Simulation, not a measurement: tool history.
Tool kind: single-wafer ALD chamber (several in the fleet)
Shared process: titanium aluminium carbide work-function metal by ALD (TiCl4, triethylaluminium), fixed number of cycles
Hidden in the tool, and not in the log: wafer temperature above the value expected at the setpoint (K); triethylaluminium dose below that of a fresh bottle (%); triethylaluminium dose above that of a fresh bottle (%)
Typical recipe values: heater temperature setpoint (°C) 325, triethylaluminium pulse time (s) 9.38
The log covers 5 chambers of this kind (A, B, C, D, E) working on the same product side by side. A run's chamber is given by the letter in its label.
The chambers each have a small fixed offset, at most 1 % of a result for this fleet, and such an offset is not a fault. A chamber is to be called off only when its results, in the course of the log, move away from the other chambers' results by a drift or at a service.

run	hour	heater temperature setpoint (°C)	triethylaluminium pulse time (s)	hours since the last thermocouple change	hours since the last triethylaluminium bottle change	read-back reference wafer on the same gauge, thickness_nm	mean film thickness on the monitor wafer (Å)
1A	2.9	325	9.38	1016.4	456.9	1.7673	21.854
2B	5.0	325	9.38	1677.7	579.4	1.7727	21.898
3E	7.7	325	9.38	288.3	248.3	1.7712	21.992
4C	9.6	325	9.38	167.0	778.8	1.7691	21.949
5D	12.6	325	9.38	1128.2	465.4	1.7687	21.637
6B	15.1	325	9.38	1687.8	589.5	1.7693	21.849
7C	18.1	325	9.38	175.5	787.3	1.7696	22.050
8A	20.5	325	9.38	1034.0	474.5	1.7698	21.773
9E	24.4	325	9.38	305.0	265.0	1.7708	21.971
10D	28.6	325	9.38	1144.2	481.4	1.7702	21.699
11A	31.5	325	9.38	1045.0	485.5	1.7710	21.767
12E	34.6	325	9.38	315.2	275.2	1.7676	22.153
13B	38.9	325	9.38	1711.6	613.3	1.7689	21.836
14D	42.4	325	9.38	1158.0	495.2	1.7684	21.670
15C	45.5	325	9.38	202.9	814.7	1.7702	22.128
16E	47.5	325	9.38	328.1	288.1	1.7689	21.876
17C	50.8	325	9.38	208.2	820.0	1.7717	21.724
18B	52.9	325	9.38	1725.6	627.3	1.7693	21.801
19D	55.7	325	9.38	1171.3	508.5	1.7686	21.862
20A	59.5	325	9.38	1073.0	513.5	1.7713	21.946
21C	61.7	325	9.38	219.1	830.9	1.7720	22.076
22B	63.6	325	9.38	1736.3	638.0	1.7714	22.085
23E	67.6	325	9.38	348.2	308.2	1.7719	21.886
# hour 69.9: chamber D: thermocouple changed; heater temperature recalibrated
24D	71.9	325	9.38	2.0	524.7	1.7694	21.773
25A	75.8	339	6.57	1089.3	529.8	1.7709	21.758
26A	79.8	339	6.57	1093.3	533.8	1.7695	21.461
27D	84.0	339	6.57	14.1	536.8	1.7693	21.497
28E	86.4	339	6.57	367.0	327.0	1.7713	21.928
29C	90.7	339	6.57	248.1	859.9	1.7706	21.513
30B	94.0	325	9.38	1766.7	668.4	1.7690	21.899
31A	97.5	325	9.38	1111.0	551.5	1.7690	21.963
32D	101.6	325	9.38	31.7	554.4	1.7708	21.795
33C	105.5	325	9.38	262.9	874.7	1.7715	22.194
34B	108.8	325	9.38	1781.5	683.2	1.7694	21.731
35E	111.8	325	9.38	392.4	352.4	1.7698	21.993

One chamber off, gauge drift, or nothing amiss beyond the chambers' own small offsets? If it is a chamber, which one, and what is the likeliest cause?

Neither any chamber nor the gauge drifts; the chambers differ only by their own small, steady offsets.
